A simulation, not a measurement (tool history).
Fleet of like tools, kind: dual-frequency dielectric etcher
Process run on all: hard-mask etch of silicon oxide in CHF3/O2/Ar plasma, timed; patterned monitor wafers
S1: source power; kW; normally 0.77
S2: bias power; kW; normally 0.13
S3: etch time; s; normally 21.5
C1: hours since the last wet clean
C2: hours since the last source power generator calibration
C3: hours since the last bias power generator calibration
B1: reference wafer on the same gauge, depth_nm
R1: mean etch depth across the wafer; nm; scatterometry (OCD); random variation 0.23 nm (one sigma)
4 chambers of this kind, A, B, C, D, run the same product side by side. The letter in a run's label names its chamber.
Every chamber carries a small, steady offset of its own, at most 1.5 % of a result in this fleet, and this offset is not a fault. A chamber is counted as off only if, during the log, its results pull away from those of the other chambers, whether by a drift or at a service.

run,hour,S1,S2,S3,C1,C2,C3,B1,R1
1D,6.7,0.77,0.13,21.5,270.5,309.2,1367.1,49.964,42.347
2C,15.7,0.77,0.13,21.5,230.8,1201.3,282.5,50.058,41.701
3B,24.4,0.77,0.13,21.5,238.5,358,584.9,49.917,41.414
4A,36.9,0.77,0.13,21.5,53.9,1591.8,1325,49.988,42.108
5C,49,0.77,0.13,21.5,264.1,1234.6,315.8,50.023,41.828
6B,59.1,0.77,0.13,21.5,273.2,392.7,619.6,49.993,41.436
7D,70.2,0.77,0.13,21.5,334,372.7,1430.6,50.019,42.135
8A,77,0.77,0.13,21.5,94,1631.9,1365.1,49.997,42.582
9D,85.9,0.77,0.13,21.5,349.7,388.4,1446.3,50.026,42.052
10A,94.1,0.77,0.148,24.5,111.1,1649,1382.2,49.968,50.058
11B,107.2,0.77,0.148,24.5,321.3,440.8,667.7,49.987,49.135
12C,115.6,0.77,0.148,24.5,330.7,1301.2,382.4,49.954,49.312
13B,123.3,0.77,0.148,24.5,337.4,456.9,683.8,50.059,49.714
14D,132.2,0.77,0.13,21.5,396,434.7,1492.6,50.03,42.111
15C,147.1,0.77,0.13,21.5,362.2,1332.7,413.9,49.98,41.817
16A,154.3,0.77,0.13,21.5,171.3,1709.2,1442.4,50.004,42.062
17B,161.4,0.59,0.152,21.5,375.5,495,721.9,50.013,39.402
18C,173.7,0.59,0.152,21.5,388.8,1359.3,440.5,49.998,39.459
19A,183.5,0.59,0.152,21.5,200.5,1738.4,1471.6,49.966,39.736
20D,189.9,0.59,0.152,21.5,453.7,492.4,1550.3,50.064,39.638
21A,203.8,0.77,0.13,25.5,220.8,1758.7,1491.9,50.07,49.875
22C,210.6,0.77,0.13,25.5,425.7,1396.2,477.4,49.986,49.312
23D,220.3,0.77,0.13,25.5,484.1,522.8,1580.7,49.979,49.961
# hour 222.2: chamber D: wet clean of the chamber
24B,234.2,0.77,0.13,25.5,448.3,567.8,794.7,49.981,49.134
25C,249.3,0.77,0.13,21.5,464.4,1434.9,516.1,49.932,41.901
26B,258.8,0.77,0.13,21.5,472.9,592.4,819.3,49.959,41.71
# hour 264.3: chamber C: wet clean of the chamber
# hour 267.7: chamber B: wet clean of the chamber
27A,268.6,0.77,0.13,21.5,285.6,1823.5,1556.7,50.08,41.792
28D,281.4,0.77,0.13,21.5,59.3,583.9,1641.8,49.959,41.901
29C,295,0.77,0.13,21.5,30.8,1480.6,561.8,49.932,39.617
# hour 305.6: chamber A: wet clean of the chamber
30B,306,0.77,0.13,21.5,38.4,639.6,866.5,50.054,41.348
31D,319.8,0.77,0.13,21.5,97.7,622.3,1680.2,49.944,42.348
32A,330.6,0.94,0.158,21.5,25,1885.5,1618.7,50.051,48.323
33B,341.9,0.94,0.158,21.5,74.3,675.5,902.4,49.993,47.958
34A,355.2,0.94,0.158,21.5,49.6,1910.1,1643.3,50.056,48.268
35C,367.4,0.94,0.158,21.5,103.2,1553,634.2,49.957,45.514
36D,382.3,0.77,0.13,21.5,160.2,684.8,1742.7,50.081,42.132
37D,390.2,0.77,0.115,21.5,168.1,692.7,1750.6,50.018,40.415
38B,404.4,0.77,0.115,21.5,136.8,738,964.9,49.978,40.153
39A,413.4,0.77,0.115,21.5,107.8,1968.3,1701.5,49.987,40.438
40C,422.4,0.77,0.115,21.5,158.2,1608,689.2,50.038,38.21

Next, every chamber runs the same settings. What will each give?
41A,433.1,0.91,0.13,21.5,,,,,?
41B,433.1,0.91,0.13,21.5,,,,,?
41C,433.1,0.91,0.13,21.5,,,,,?
41D,433.1,0.91,0.13,21.5,,,,,?

run,R1
41A,44.82
41B,44.359
41C,42.208
41D,44.888
